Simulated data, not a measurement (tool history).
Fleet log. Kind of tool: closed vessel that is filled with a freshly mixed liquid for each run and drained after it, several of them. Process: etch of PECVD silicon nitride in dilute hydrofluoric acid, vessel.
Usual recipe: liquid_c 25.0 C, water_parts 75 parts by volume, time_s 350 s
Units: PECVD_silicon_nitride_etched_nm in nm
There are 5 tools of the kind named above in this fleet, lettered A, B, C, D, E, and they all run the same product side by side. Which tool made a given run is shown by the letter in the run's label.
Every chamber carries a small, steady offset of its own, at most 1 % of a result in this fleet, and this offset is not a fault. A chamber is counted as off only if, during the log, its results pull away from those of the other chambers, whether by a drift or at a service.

run   hour  liquid_c  water_parts  time_s  read-back film thickness of the PECVD silicon nitride reference wafer, read on the same gauge (nm)  PECVD_silicon_nitride_etched_nm
 1B   11.0      25.0           75     350                                                                                              149.99                           28.527
 2D   18.8      25.0           75     350                                                                                              150.01                           28.288
 3A   25.2      25.0           75     350                                                                                              149.98                           28.228
 4E   36.4      25.0           75     350                                                                                              150.00                           27.888
 5C   45.9      25.0           75     350                                                                                              150.01                           28.205
 6D   51.9      25.0           75     350                                                                                              150.03                           28.014
 7B   62.8      25.0           75     350                                                                                              150.00                           28.249
 8E   72.5      25.0           75     350                                                                                              149.98                           27.956
 9C   77.9      25.0           75     195                                                                                              149.99                           15.812
10A   84.9      25.0           75     195                                                                                              150.01                           15.542
11E   90.6      25.0           75     195                                                                                              150.01                           15.339
12A   98.7      25.0           75     195                                                                                              149.99                           15.985
13D  110.1      25.0           75     195                                                                                              150.02                           15.551
14C  116.9      25.0           75     350                                                                                              149.99                           28.507
15B  127.4      22.5           75     545                                                                                              150.00                           37.396
     130.1  -- chamber E: thermometer replaced
16C  133.6      22.5           75     545                                                                                              150.00                           37.327
17E  143.7      22.5           75     545                                                                                              150.01                           36.694
18D  154.8      22.5           75     545                                                                                              149.98                           37.534
19A  163.1      22.5           75     545                                                                                              150.00                           37.603
20B  174.4      25.0           75     425                                                                                              149.98                           34.401
21B  186.4      25.0           75     425                                                                                              149.97                           34.498
22C  195.4      25.0           75     425                                                                                              150.01                           34.511
23A  204.0      25.0           75     425                                                                                              150.01                           34.814
24E  214.1      25.0           75     425                                                                                              149.97                           34.192
25D  226.3      25.0           75     350                                                                                              149.98                           28.002
26B  238.5      25.0           75     350                                                                                              149.98                           28.222
27E  251.0      25.0           75     350                                                                                              150.02                           27.735
28A  261.8      25.0           75     350                                                                                              150.01                           29.043
29D  269.8      21.5           75     350                                                                                              150.01                           22.365
30C  276.8      21.5           75     350                                                                                              150.01                           22.380
31E  285.3      21.5           75     350                                                                                              149.98                           22.056
     293.0  -- chamber B: hydrofluoric acid flow meter replaced
32D  297.0      21.5           75     350                                                                                              150.00                           22.233
33B  307.7      21.5           75     350                                                                                              150.00                           22.188

Next, all 5 chambers run the settings below, one line each with question marks for the results. What does each chamber give?
34A  316.6      25.0           75     350                                                                                                                                    ?
34B  316.6      25.0           75     350                                                                                                                                    ?
34C  316.6      25.0           75     350                                                                                                                                    ?
34D  316.6      25.0           75     350                                                                                                                                    ?
34E  316.6      25.0           75     350                                                                                                                                    ?

run  PECVD_silicon_nitride_etched_nm
34A                           29.670
34B                           28.422
34C                           28.172
34D                           27.899
34E                           28.335

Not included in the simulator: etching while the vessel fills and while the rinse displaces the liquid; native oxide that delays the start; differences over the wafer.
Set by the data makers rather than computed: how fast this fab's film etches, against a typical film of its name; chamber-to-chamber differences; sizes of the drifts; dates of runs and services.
